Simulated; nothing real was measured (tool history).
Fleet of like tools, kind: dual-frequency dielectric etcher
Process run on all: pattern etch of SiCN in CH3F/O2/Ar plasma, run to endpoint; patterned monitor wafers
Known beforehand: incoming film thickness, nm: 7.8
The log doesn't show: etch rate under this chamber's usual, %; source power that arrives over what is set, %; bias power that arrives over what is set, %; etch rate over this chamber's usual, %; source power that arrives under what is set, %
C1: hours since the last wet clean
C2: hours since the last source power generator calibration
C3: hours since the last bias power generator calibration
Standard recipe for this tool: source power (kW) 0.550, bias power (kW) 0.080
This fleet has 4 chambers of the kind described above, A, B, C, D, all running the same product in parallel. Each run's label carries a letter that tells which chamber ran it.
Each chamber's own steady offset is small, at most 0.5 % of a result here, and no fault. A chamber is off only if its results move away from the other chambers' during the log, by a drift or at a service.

Run 1B, hour 4.3: usual settings; C1 146.7; C2 1129.7; C3 3278.8. Result: endpoint time (s) 17.817.
Run 2D, hour 9.2: usual settings; C1 214.2; C2 1194.4; C3 1770.2. Result: endpoint time (s) 17.720.
Run 3A, hour 12.7: usual settings; C1 183.8; C2 936.7; C3 1520.6. Result: endpoint time (s) 17.777.
Run 4C, hour 16.8: usual settings; C1 552.1; C2 68.5; C3 254.5. Result: endpoint time (s) 17.766.
Run 5A, hour 22.9: usual settings; C1 194.0; C2 946.9; C3 1530.8. Result: endpoint time (s) 17.817.
Run 6C, hour 27.1: usual settings; C1 562.4; C2 78.8; C3 264.8. Result: endpoint time (s) 17.644.
Run 7B, hour 32.5: usual settings; C1 174.9; C2 1157.9; C3 3307.0. Result: endpoint time (s) 17.666.
Run 8D, hour 37.7: usual settings; C1 242.7; C2 1222.9; C3 1798.7. Result: endpoint time (s) 17.568.
Run 9D, hour 43.3: usual settings; C1 248.3; C2 1228.5; C3 1804.3. Result: endpoint time (s) 17.493.
Run 10C, hour 48.2: usual settings; C1 583.5; C2 99.9; C3 285.9. Result: endpoint time (s) 17.710.
Run 11A, hour 54.6: usual settings; C1 225.7; C2 978.6; C3 1562.5. Result: endpoint time (s) 17.809.
Run 12B, hour 59.7: usual settings but source power (kW) 0.660, bias power (kW) 0.072; C1 202.1; C2 1185.1; C3 3334.2. Result: endpoint time (s) 17.259.
Run 13A, hour 63.8: usual settings but source power (kW) 0.660, bias power (kW) 0.072; C1 234.9; C2 987.8; C3 1571.7. Result: endpoint time (s) 17.285.
At hour 65.0: chamber C: wet clean of the chamber.
Run 14B, hour 67.8: usual settings but source power (kW) 0.660, bias power (kW) 0.072; C1 210.2; C2 1193.2; C3 3342.3. Result: endpoint time (s) 17.190.
Run 15C, hour 74.3: usual settings but source power (kW) 0.660, bias power (kW) 0.072; C1 9.3; C2 126.0; C3 312.0. Result: endpoint time (s) 17.152.
Run 16D, hour 78.2: usual settings; C1 283.2; C2 1263.4; C3 1839.2. Result: endpoint time (s) 17.547.
Run 17D, hour 81.8: usual settings but bias power (kW) 0.072; C1 286.8; C2 1267.0; C3 1842.8. Result: endpoint time (s) 18.028.
Run 18B, hour 85.6: usual settings but bias power (kW) 0.072; C1 228.0; C2 1211.0; C3 3360.1. Result: endpoint time (s) 18.321.
Run 19A, hour 89.3: usual settings but bias power (kW) 0.072; C1 260.4; C2 1013.3; C3 1597.2. Result: endpoint time (s) 18.365.
Run 20C, hour 95.6: usual settings but bias power (kW) 0.072; C1 30.6; C2 147.3; C3 333.3. Result: endpoint time (s) 18.362.
Run 21B, hour 99.8: usual settings; C1 242.2; C2 1225.2; C3 3374.3. Result: endpoint time (s) 17.752.
Run 22D, hour 103.5: usual settings; C1 308.5; C2 1288.7; C3 1864.5. Result: endpoint time (s) 17.316.
Run 23A, hour 108.6: usual settings; C1 279.7; C2 1032.6; C3 1616.5. Result: endpoint time (s) 17.883.
Run 24C, hour 113.7: usual settings; C1 48.7; C2 165.4; C3 351.4. Result: endpoint time (s) 17.729.
Run 25B, hour 120.0: usual settings; C1 262.4; C2 1245.4; C3 3394.5. Result: endpoint time (s) 17.708.
Run 26D, hour 125.4: usual settings; C1 330.4; C2 1310.6; C3 1886.4. Result: endpoint time (s) 17.217.
Run 27C, hour 129.8: usual settings; C1 64.8; C2 181.5; C3 367.5. Result: endpoint time (s) 17.672.
Run 28A, hour 133.7: usual settings; C1 304.8; C2 1057.7; C3 1641.6. Result: endpoint time (s) 17.783.
Run 29D, hour 138.1: usual settings; C1 343.1; C2 1323.3; C3 1899.1. Result: endpoint time (s) 17.220.
Run 30B, hour 143.4: usual settings; C1 285.8; C2 1268.8; C3 3417.9. Result: endpoint time (s) 17.706.
Run 31A, hour 148.6: usual settings; C1 319.7; C2 1072.6; C3 1656.5. Result: endpoint time (s) 17.873.

Is one chamber off against the others, does the gauge drift, or is nothing wrong? If a chamber is off, say which, and what the likeliest cause is.

Little by little, chamber D moves away from the other chambers.
Likeliest cause: etch rate over this chamber's usual, % = 3.6.

Chamber D could run next with any of the 4 candidate recipes listed below; each alters the usual settings, and their results appear as question marks. Which one brings its results back in line with what the other chambers deliver on the usual settings?
Allowed miss from the other chambers' usual-settings mean, per result, to count as in line: endpoint time (s) 0.190
Run 32D-1, hour 153.2: usual settings but bias power (kW) 0.076. Result: endpoint time (s) ?.
Run 32D-2, hour 153.2: usual settings but bias power (kW) 0.084. Result: endpoint time (s) ?.
Run 32D-3, hour 153.2: usual settings but source power (kW) 0.520, bias power (kW) 0.076. Result: endpoint time (s) ?.
Run 32D-4, hour 153.2: usual settings but source power (kW) 0.580, bias power (kW) 0.084. Result: endpoint time (s) ?.

The other chambers' mean on the usual settings: endpoint time (s) 17.761
  run  endpoint time (s)
32D-1             17.441
32D-2             16.827
32D-3             17.810
32D-4             16.498
32D-3 puts the chamber back in line with the other chambers.
